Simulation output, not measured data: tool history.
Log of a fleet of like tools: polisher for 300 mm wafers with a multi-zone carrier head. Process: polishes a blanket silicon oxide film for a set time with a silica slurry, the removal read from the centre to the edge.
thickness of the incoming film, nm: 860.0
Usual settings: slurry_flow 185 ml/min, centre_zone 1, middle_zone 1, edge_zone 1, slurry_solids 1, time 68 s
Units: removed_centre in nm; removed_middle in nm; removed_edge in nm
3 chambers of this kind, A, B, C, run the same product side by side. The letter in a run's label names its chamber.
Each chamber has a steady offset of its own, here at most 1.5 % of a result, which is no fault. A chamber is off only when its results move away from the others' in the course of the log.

| run | hour | slurry_flow | centre_zone | middle_zone | edge_zone | slurry_solids | time | removed_centre | removed_middle | removed_edge |
|---|---|---|---|---|---|---|---|---|---|---|
|  | 0.1 | chamber A: worn pad replaced by a new one |
| 1A | 9.5 | 185 | 1 | 1 | 1 | 1 | 68 | 251.82 | 246.48 | 250.51 |
| 2C | 18.9 | 185 | 1 | 1 | 1 | 1 | 68 | 255.45 | 249.98 | 248.44 |
| 3B | 24.3 | 185 | 1 | 1 | 1 | 1 | 68 | 246.21 | 250.74 | 249.35 |
| 4C | 30.3 | 185 | 1 | 1 | 1 | 1 | 68 | 255.82 | 245.05 | 251.95 |
| 5A | 41 | 185 | 1 | 1 | 1 | 1 | 68 | 255.09 | 245.38 | 246.78 |
|  | 44.4 | chamber B: worn pad replaced by a new one |
| 6B | 51.1 | 185 | 1 | 1 | 1 | 1 | 68 | 246.08 | 250.35 | 250.37 |
|  | 55.7 | chamber A: slurry nozzle cleaned |
| 7C | 61 | 185 | 1 | 1 | 1 | 1 | 68 | 257.49 | 246.6 | 249.27 |
|  | 66.5 | chamber C: worn pad replaced by a new one |
| 8A | 69.8 | 185 | 1 | 1 | 1 | 1 | 68 | 250.33 | 253.14 | 253.08 |
| 9B | 78.8 | 185 | 1 | 1 | 1 | 1 | 68 | 257.36 | 246.72 | 255.67 |
| 10A | 88.7 | 185 | 1 | 1 | 1 | 1 | 68 | 254.62 | 247.56 | 249.73 |
| 11B | 98.6 | 185 | 1 | 1 | 1 | 1 | 68 | 250.68 | 253.19 | 251.39 |
| 12C | 108.3 | 205 | 1 | 1 | 1.04 | 1 | 68 | 257.89 | 257.95 | 261.97 |
|  | 108.4 | chamber A: worn pad replaced by a new one |
|  | 115.9 | chamber B: worn pad replaced by a new one |
| 13C | 116.4 | 205 | 1 | 1 | 1.04 | 1 | 68 | 248.97 | 253.44 | 254.58 |
| 14A | 127.8 | 205 | 1 | 1 | 1.04 | 1 | 68 | 256.01 | 256.05 | 257.32 |
| 15B | 137.1 | 185 | 1 | 1 | 1 | 1 | 68 | 248.5 | 252.32 | 251.82 |
| 16A | 142.5 | 185 | 1 | 1 | 1 | 1 | 68 | 253.98 | 244.07 | 248.01 |
| 17B | 151.2 | 185 | 1 | 1 | 1 | 1 | 68 | 251.13 | 255.13 | 247.32 |
| 18C | 162.2 | 185 | 1 | 1 | 1 | 1 | 68 | 257.71 | 243.52 | 250.74 |
| 19B | 172.7 | 185 | 1 | 1 | 1 | 1 | 68 | 249.38 | 252.29 | 248.87 |
| 20C | 177.6 | 185 | 1 | 1 | 1 | 1 | 68 | 256.4 | 248.62 | 244.66 |
|  | 185.9 | chamber B: worn pad replaced by a new one |
| 21A | 186.8 | 185 | 1 | 1 | 1 | 1 | 68 | 254.88 | 248.09 | 250.24 |
| 22A | 195.8 | 245 | 1 | 1 | 1 | 1 | 53 | 205.15 | 200.22 | 198.53 |
| 23C | 204.4 | 245 | 1 | 1 | 1 | 1 | 53 | 204.41 | 201.59 | 200.2 |
|  | 205 | chamber A: worn pad replaced by a new one |
|  | 210.3 | chamber C: worn pad replaced by a new one |
| 24B | 215.4 | 245 | 1 | 1 | 1 | 1 | 53 | 204.12 | 203.66 | 201.97 |
| 25C | 225 | 185 | 1 | 1.05 | 1 | 1 | 84 | 313.57 | 323.75 | 307.05 |
| 26B | 235.2 | 185 | 1 | 1.05 | 1 | 1 | 84 | 316.59 | 324.66 | 312.78 |
| 27A | 243.9 | 185 | 1 | 1.05 | 1 | 1 | 84 | 312.71 | 322.22 | 303.73 |
|  | 244.4 | chamber A: slurry nozzle cleaned |
| 28A | 249.1 | 185 | 1 | 1 | 1 | 1 | 68 | 247.98 | 250.51 | 248.97 |

Is one chamber off against the others, does the gauge drift, or is nothing wrong? If a chamber is off, say which, and what the likeliest cause is.

No chamber stands off beyond its own small offset, and the gauge holds steady.

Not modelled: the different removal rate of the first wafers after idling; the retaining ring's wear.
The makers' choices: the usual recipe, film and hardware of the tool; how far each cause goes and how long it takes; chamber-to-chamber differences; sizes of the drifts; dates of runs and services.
